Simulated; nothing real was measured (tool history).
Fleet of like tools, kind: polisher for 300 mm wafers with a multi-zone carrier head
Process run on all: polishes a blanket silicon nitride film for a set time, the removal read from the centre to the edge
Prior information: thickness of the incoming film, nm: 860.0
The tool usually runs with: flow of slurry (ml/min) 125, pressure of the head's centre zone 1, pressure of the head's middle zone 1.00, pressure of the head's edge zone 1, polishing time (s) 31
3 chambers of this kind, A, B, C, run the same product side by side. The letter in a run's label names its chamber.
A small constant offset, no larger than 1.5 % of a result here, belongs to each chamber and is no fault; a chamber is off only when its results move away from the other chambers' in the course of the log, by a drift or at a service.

| run | hour | flow of slurry (ml/min) | pressure of the head's centre zone | pressure of the head's middle zone | pressure of the head's edge zone | polishing time (s) | film removed at the wafer's centre (Å) | film removed at mid-radius (Å) | film removed at the wafer's edge (Å) |
|---|---|---|---|---|---|---|---|---|---|
| 1B | 8.8 | 125 | 1 | 1.00 | 1 | 31 | 837.37 | 820.85 | 823.22 |
| 2C | 19.4 | 125 | 1 | 1.00 | 1 | 31 | 822.55 | 816.55 | 819.85 |
| 3A | 30.0 | 125 | 1 | 1.00 | 1 | 31 | 822.69 | 838.19 | 803.57 |
|  | 34.9 | chamber C: worn pad replaced by a new one |
| 4B | 35.0 | 125 | 1 | 1.00 | 1 | 31 | 838.69 | 806.99 | 812.83 |
|  | 35.1 | chamber A: worn pad replaced by a new one |
| 5A | 46.7 | 125 | 1 | 1.00 | 1 | 31 | 816.47 | 827.95 | 805.51 |
|  | 53.0 | chamber A: slurry nozzle cleaned |
| 6C | 56.4 | 125 | 1 | 1.00 | 1 | 31 | 810.43 | 814.49 | 822.71 |
| 7C | 62.0 | 125 | 1 | 1.00 | 1 | 31 | 828.29 | 819.30 | 828.69 |
| 8B | 69.8 | 125 | 1 | 1.00 | 1 | 31 | 812.40 | 802.14 | 828.03 |
| 9A | 78.4 | 125 | 1 | 1.00 | 1 | 31 | 819.77 | 837.98 | 800.48 |
| 10B | 88.0 | 125 | 1 | 1.00 | 1 | 31 | 816.39 | 810.00 | 818.84 |
|  | 90.4 | chamber B: worn pad replaced by a new one |
|  | 99.0 | chamber A: worn pad replaced by a new one |
| 11C | 99.3 | 125 | 1 | 1.00 | 1 | 31 | 797.80 | 819.45 | 830.90 |
| 12A | 105.1 | 125 | 1 | 1.00 | 1 | 31 | 821.70 | 833.21 | 822.01 |
| 13C | 116.1 | 125 | 1 | 1.00 | 1 | 31 | 807.60 | 826.51 | 831.70 |
| 14A | 121.9 | 125 | 1 | 1.05 | 1 | 21 | 547.20 | 590.48 | 551.75 |
| 15B | 129.5 | 125 | 1 | 1.05 | 1 | 21 | 558.48 | 572.46 | 549.31 |
| 16A | 140.3 | 125 | 1 | 1.05 | 1 | 21 | 552.70 | 587.81 | 564.82 |
| 17C | 147.0 | 125 | 1 | 1.00 | 1 | 31 | 818.46 | 827.17 | 819.57 |
|  | 151.0 | chamber C: worn pad replaced by a new one |
| 18B | 153.3 | 125 | 1 | 1.00 | 1 | 31 | 828.50 | 823.20 | 805.03 |
| 19B | 159.3 | 160 | 1 | 1.00 | 1 | 31 | 852.74 | 846.04 | 843.48 |
|  | 166.0 | chamber A: worn pad replaced by a new one |
| 20C | 169.9 | 160 | 1 | 1.00 | 1 | 31 | 870.54 | 863.16 | 871.46 |
| 21A | 179.7 | 160 | 1 | 1.00 | 1 | 31 | 873.61 | 870.33 | 848.38 |
| 22B | 189.2 | 125 | 1 | 1.00 | 1 | 31 | 815.72 | 819.16 | 806.57 |
| 23A | 196.3 | 125 | 1 | 1.00 | 1 | 31 | 820.84 | 834.84 | 824.04 |
| 24C | 204.5 | 125 | 1 | 1.00 | 1 | 31 | 818.13 | 816.75 | 829.07 |
| 25A | 212.0 | 125 | 1 | 1.00 | 1 | 31 | 825.56 | 833.01 | 819.93 |
| 26C | 223.4 | 125 | 1 | 1.00 | 1 | 31 | 808.53 | 814.94 | 829.39 |

What goes on in this fleet: one chamber off, a drifting gauge, or nothing beyond the chambers' own small offsets? Name the chamber and the cause, if any.

The fleet is healthy, with each chamber sitting at its usual small offset and no drift in the gauge.
